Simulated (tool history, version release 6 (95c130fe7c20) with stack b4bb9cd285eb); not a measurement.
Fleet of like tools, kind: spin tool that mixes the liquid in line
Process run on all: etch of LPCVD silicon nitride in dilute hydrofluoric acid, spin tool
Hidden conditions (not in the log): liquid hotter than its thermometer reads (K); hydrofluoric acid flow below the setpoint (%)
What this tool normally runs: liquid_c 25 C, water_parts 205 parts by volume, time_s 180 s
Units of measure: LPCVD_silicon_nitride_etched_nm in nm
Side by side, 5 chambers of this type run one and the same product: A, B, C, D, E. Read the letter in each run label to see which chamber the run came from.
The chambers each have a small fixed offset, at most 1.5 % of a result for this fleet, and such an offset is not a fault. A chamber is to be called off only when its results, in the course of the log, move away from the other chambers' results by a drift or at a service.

run	hour	liquid_c	water_parts	time_s	hours since the thermometer was replaced	hours since the hydrofluoric acid flow meter was replaced	read-back film thickness of the LPCVD silicon nitride reference wafer, read on the same gauge (nm)	LPCVD_silicon_nitride_etched_nm
1A	9.1	25	205	180	2069.3	1214.4	110.01	0.40389
2E	15.5	25	205	180	1107.9	1120.5	109.99	0.49381
3D	22.2	25	205	180	1597.7	1596.7	109.97	0.51675
4B	28.5	25	205	180	1305.5	1467	109.98	0.46652
5C	35	25	205	180	44.5	198.9	109.97	0.48776
6A	45.8	25	205	180	2106	1251.1	110.01	0.46719
7E	55.1	25	205	180	1147.5	1160.1	110.03	0.44328
8B	64.8	25	205	180	1341.8	1503.3	110	0.50002
9D	74.9	25	205	180	1650.4	1649.4	109.99	0.46191
10C	82	25	205	180	91.5	245.9	110	0.47445
11D	92.3	25	205	180	1667.8	1666.8	110.04	0.47884
12A	103	25	205	180	2163.2	1308.3	110.03	0.4746
13C	110.7	25	205	180	120.2	274.6	110.03	0.5172
14B	120.8	25	205	180	1397.8	1559.3	109.99	0.51989
15E	128.5	25	205	180	1220.9	1233.5	110	0.44028
16E	134.6	25	205	180	1227	1239.6	110.03	0.45615
17D	144.1	25	205	180	1719.6	1718.6	110	0.48809
18C	152.8	28	265	180	162.3	316.7	109.98	0.39628
19B	161.5	28	265	180	1438.5	1600	109.97	0.43131
20A	168.9	28	265	180	2229.1	1374.2	109.99	0.40628
21E	177.3	28	265	180	1269.7	1282.3	109.97	0.45808
22B	183.6	28	265	180	1460.6	1622.1	110.06	0.3647
23C	195.2	25	205	180	204.7	359.1	109.98	0.49022
24A	200.8	25	205	180	2261	1406.1	109.97	0.49365
25D	210.2	25	205	180	1785.7	1784.7	109.99	0.4993
26C	217.4	25	205	180	226.9	381.3	110.02	0.4498
27E	224.7	25	205	180	1317.1	1329.7	109.97	0.45067
28A	235.9	25	205	180	2296.1	1441.2	109.98	0.49003
29D	246.5	25	205	180	1822	1821	109.99	0.43606
30B	254.3	22	205	285	1531.3	1692.8	109.99	0.59854
31D	260.7	22	205	285	1836.2	1835.2	109.98	0.54641
32B	267.2	22	205	285	1544.2	1705.7	110.01	0.61484
33A	273.1	22	205	285	2333.3	1478.4	109.95	0.59077
34C	283.6	22	205	285	293.1	447.5	110	0.65097
35E	290.1	25	205	180	1382.5	1395.1	110.02	0.48626

Is one chamber out of step, is the gauge drifting, or do the chambers differ by no more than their own small offsets? For an off chamber, give its letter and the likeliest cause.

Nothing is wrong: each chamber keeps only its own small, steady offset and the gauge holds still.

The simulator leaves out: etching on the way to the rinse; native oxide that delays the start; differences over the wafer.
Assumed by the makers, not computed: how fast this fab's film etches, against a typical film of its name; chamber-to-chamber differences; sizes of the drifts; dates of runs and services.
